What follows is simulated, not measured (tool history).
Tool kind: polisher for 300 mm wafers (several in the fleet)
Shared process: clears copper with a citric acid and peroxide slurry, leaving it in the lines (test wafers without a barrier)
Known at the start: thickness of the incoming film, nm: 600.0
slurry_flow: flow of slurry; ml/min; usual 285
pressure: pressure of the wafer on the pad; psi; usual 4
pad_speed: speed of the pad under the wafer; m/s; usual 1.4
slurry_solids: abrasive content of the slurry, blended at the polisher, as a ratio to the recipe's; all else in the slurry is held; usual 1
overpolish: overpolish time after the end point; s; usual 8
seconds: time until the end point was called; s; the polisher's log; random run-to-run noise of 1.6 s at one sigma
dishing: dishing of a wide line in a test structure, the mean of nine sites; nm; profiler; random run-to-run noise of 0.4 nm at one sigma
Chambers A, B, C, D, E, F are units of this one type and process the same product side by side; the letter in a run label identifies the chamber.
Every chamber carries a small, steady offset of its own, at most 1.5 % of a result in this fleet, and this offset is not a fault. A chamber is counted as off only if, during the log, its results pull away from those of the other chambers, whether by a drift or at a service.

run	hour	slurry_flow	pressure	pad_speed	slurry_solids	overpolish	seconds	dishing
1F	12.6	285	4	1.4	1	8	166.09	20.472
# hour 15.7: chamber B: worn pad replaced by a new one
2C	20.7	285	4	1.4	1	8	165.87	20.99
# hour 27.5: chamber D: slurry blender recalibrated
# hour 28.5: chamber B: slurry blender recalibrated
3D	33.8	285	4	1.4	1	8	164.99	20.521
# hour 41.3: chamber F: slurry blender recalibrated
4B	44.4	285	4	1.4	1	8	165.75	20.218
# hour 50.2: chamber F: worn pad replaced by a new one
5A	53.2	285	4	1.4	1	8	168.59	21.065
6E	64.7	285	3.2	1.54	1	8	188.1	19.104
# hour 66.2: chamber E: worn pad replaced by a new one
# hour 74.4: chamber C: slurry blender recalibrated
7F	77.1	285	3.2	1.54	1	8	189.81	17.955
8A	88.8	285	3.2	1.54	1	8	191.36	18.066
# hour 90.7: chamber E: head pressure recalibrated
# hour 91.8: chamber D: worn pad replaced by a new one
9B	101.8	285	3.2	1.54	1	8	187.96	17.825
10C	113.7	285	3.2	1.54	1	8	188	18.204
# hour 115: chamber A: worn pad replaced by a new one
# hour 116.8: chamber E: slurry nozzle cleaned
# hour 118.7: chamber B: slurry nozzle cleaned
# hour 120.3: chamber A: slurry nozzle cleaned
11D	126.1	285	3.2	1.54	1	8	189.89	18.775
# hour 126.9: chamber F: worn pad replaced by a new one
# hour 134.8: chamber C: worn pad replaced by a new one
12E	141	285	4	1.4	1	8	166.01	20.589
# hour 141.2: chamber A: slurry blender recalibrated
13B	147.8	285	4	1.4	1	8	172.07	19.456
# hour 156.6: chamber A: head pressure recalibrated
14F	158.2	285	4	1.4	1	8	165.3	20.885
# hour 160.7: chamber C: head pressure recalibrated
15C	170.9	285	4	1.4	1	8	164.87	19.517
16D	185.6	285	4	1.4	1	8	166.29	20.782
17A	192.2	285	4	1.4	1	5	169.88	13.364
18E	207.1	285	4	1.4	1	5	166.39	13.536
19D	217.4	285	4	1.4	1	5	169.15	13.705
# hour 222.1: chamber E: slurry blender recalibrated
20C	225	285	4	1.4	1	5	167.87	13.058
# hour 228.1: chamber F: worn pad replaced by a new one
# hour 235.3: chamber B: worn pad replaced by a new one
21B	236	285	4	1.4	1	5	177.26	12.869
# hour 244: chamber F: slurry blender recalibrated
22A	246.1	285	4	1.4	1	5	165.71	13.656
# hour 252.6: chamber F: head pressure recalibrated
23E	254.6	285	4	1.4	1	8	166.33	20.106
# hour 262.8: chamber F: slurry nozzle cleaned
24F	266.5	285	4	1.4	1	8	165.99	20.521
25F	276.3	285	4	1.4	1	8	167.29	19.949
# hour 280.1: chamber D: worn pad replaced by a new one
26A	289.3	285	4	1.54	1.15	8	148.69	22.676
27B	302.8	285	4	1.54	1.15	8	161.68	21.328
# hour 304.9: chamber C: slurry blender recalibrated
# hour 305.2: chamber E: worn pad replaced by a new one
28C	315.9	285	4	1.54	1.15	8	146.64	22.422
# hour 316.5: chamber C: worn pad replaced by a new one
29E	322.9	285	4	1.54	1.15	8	148.22	22.42
# hour 326.6: chamber F: worn pad replaced by a new one
# hour 330.6: chamber E: slurry nozzle cleaned
30D	337.3	285	4	1.54	1.15	8	147.66	22.53
# hour 337.7: chamber A: worn pad replaced by a new one
# hour 346.2: chamber D: slurry blender recalibrated
31D	346.2	285	4	1.54	1.15	8	148.93	22.96
32A	356	285	4	1.4	1	8	167.88	20.751
# hour 361.9: chamber C: slurry nozzle cleaned
33F	370.6	285	4	1.4	1	8	164.95	20.322
34E	383.5	285	2.7	1.4	1.25	8	233.09	14.309
35C	393.6	285	2.7	1.4	1.25	8	234.05	15.134
36B	401.6	285	2.7	1.4	1.25	8	257.65	13.799
# hour 404.7: chamber F: worn pad replaced by a new one
37D	410.2	285	2.7	1.4	1.25	8	231.46	14.975
38E	424.1	285	2.7	1.4	1.25	8	234.03	15.436
39F	432.5	285	2.7	1.4	1.25	8	237.51	14.893
40A	443.6	285	4	1.4	1	8	166.12	21.085

Which is it: a chamber that has drifted or been left off by a service, a gauge drift common to all chambers, or only each chamber's usual small offset? If a chamber is off, name it and its likeliest cause.

It is chamber B that slowly wanders off from its peers.
What lies behind it: head's pressure below its setpoint, % = 12.1.

Here are 4 candidates for chamber B's next run, each the usual settings with a change, their results left as question marks. Which one brings its results back in line with what the others give on the usual settings?
Maximum distance from the other chambers' mean on the usual settings for a result to count as in line: seconds 5.6 s; dishing 1.4 nm
41B-1	454.4	290	4.6	1.6	1	8	?	?
41B-2	454.4	280	3.5	1.22	1	8	?	?
41B-3	454.4	285	3.7	1.32	1	8	?	?
41B-4	454.4	285	4.3	1.48	1	8	?	?

What the other chambers average on the usual settings: seconds 167.03 s; dishing 20.493 nm
run	seconds	dishing
41B-1	145.71	23.174
41B-2	249.91	14.227
41B-3	218.58	16.09
41B-4	168.51	20.373
Change 41B-4 lands the chamber within the allowed miss of the other chambers.

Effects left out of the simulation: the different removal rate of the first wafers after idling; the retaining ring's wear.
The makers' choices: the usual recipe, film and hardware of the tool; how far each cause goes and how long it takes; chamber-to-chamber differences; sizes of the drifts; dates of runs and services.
